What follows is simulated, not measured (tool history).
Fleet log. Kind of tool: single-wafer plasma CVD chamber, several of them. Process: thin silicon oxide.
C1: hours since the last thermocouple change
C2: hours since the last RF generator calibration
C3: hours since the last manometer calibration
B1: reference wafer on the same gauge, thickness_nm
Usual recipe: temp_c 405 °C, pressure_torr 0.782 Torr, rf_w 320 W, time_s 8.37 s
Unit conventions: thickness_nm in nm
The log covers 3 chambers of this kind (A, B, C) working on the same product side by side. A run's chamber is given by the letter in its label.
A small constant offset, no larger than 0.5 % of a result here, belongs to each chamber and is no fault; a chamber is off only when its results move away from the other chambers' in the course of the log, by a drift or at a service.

Run 1B, day 0.625: usual settings; C1 1938; C2 644.4; C3 583.9; B1 18.199. Result: thickness_nm 15.374 nm.
Run 2C, day 1.088: usual settings; C1 2238.3; C2 1129.1; C3 47.4; B1 18.188. Result: thickness_nm 15.35 nm.
At day 1.242: chamber C: RF generator calibrated.
At day 1.45: chamber B: thermocouple changed; heater temperature recalibrated.
Run 3A, day 1.621: usual settings; C1 1158.1; C2 624.9; C3 2269.2; B1 18.202. Result: thickness_nm 15.305 nm.
Run 4B, day 2.275: usual settings; C1 19.8; C2 684; C3 623.5; B1 18.197. Result: thickness_nm 15.347 nm.
Run 5A, day 2.671: usual settings; C1 1183.3; C2 650.1; C3 2294.4; B1 18.201. Result: thickness_nm 15.302 nm.
Run 6C, day 3.279: usual settings; C1 2290.9; C2 49; C3 100; B1 18.194. Result: thickness_nm 15.221 nm.
Run 7C, day 3.888: usual settings; C1 2305.5; C2 63.6; C3 114.6; B1 18.215. Result: thickness_nm 15.369 nm.
Run 8A, day 4.304: usual settings; C1 1222.5; C2 689.3; C3 2333.6; B1 18.175. Result: thickness_nm 15.433 nm.
Run 9B, day 4.679: usual settings; C1 77.5; C2 741.7; C3 681.2; B1 18.202. Result: thickness_nm 15.461 nm.
At day 4.725: chamber A: capacitance manometer re-zeroed and calibrated.
Run 10C, day 5.358: usual settings; C1 2340.8; C2 98.9; C3 149.9; B1 18.176. Result: thickness_nm 15.392 nm.
Run 11A, day 5.979: usual settings; C1 1262.7; C2 729.5; C3 30.1; B1 18.205. Result: thickness_nm 15.264 nm.
Run 12B, day 6.592: usual settings; C1 123.4; C2 787.6; C3 727.1; B1 18.193. Result: thickness_nm 15.424 nm.
Run 13B, day 7.033: usual settings; C1 134; C2 798.2; C3 737.7; B1 18.206. Result: thickness_nm 15.529 nm.
At day 7.412: chamber C: thermocouple changed; heater temperature recalibrated.
Run 14A, day 7.646: usual settings; C1 1302.7; C2 769.5; C3 70.1; B1 18.215. Result: thickness_nm 15.368 nm.
Run 15C, day 8.308: usual settings but pressure_torr 0.707 Torr, rf_w 380 W; C1 21.5; C2 169.7; C3 220.7; B1 18.218. Result: thickness_nm 14.738 nm.
Run 16A, day 8.617: usual settings but pressure_torr 0.707 Torr, rf_w 380 W; C1 1326; C2 792.8; C3 93.4; B1 18.215. Result: thickness_nm 14.924 nm.
Run 17C, day 9.046: usual settings but pressure_torr 0.707 Torr, rf_w 380 W; C1 39.2; C2 187.4; C3 238.4; B1 18.196. Result: thickness_nm 14.786 nm.
Run 18B, day 9.346: usual settings; C1 189.5; C2 853.7; C3 793.2; B1 18.205. Result: thickness_nm 15.409 nm.
Run 19A, day 9.817: usual settings; C1 1354.8; C2 821.6; C3 122.2; B1 18.2. Result: thickness_nm 15.295 nm.
Run 20B, day 10.25: usual settings; C1 211.2; C2 875.4; C3 814.9; B1 18.2. Result: thickness_nm 15.442 nm.

Which is it: a chamber that has drifted or been left off by a service, a gauge drift common to all chambers, or only each chamber's usual small offset? If a chamber is off, name it and its likeliest cause.

Beyond each chamber's small constant offset nothing stands out, and the gauge stays steady.
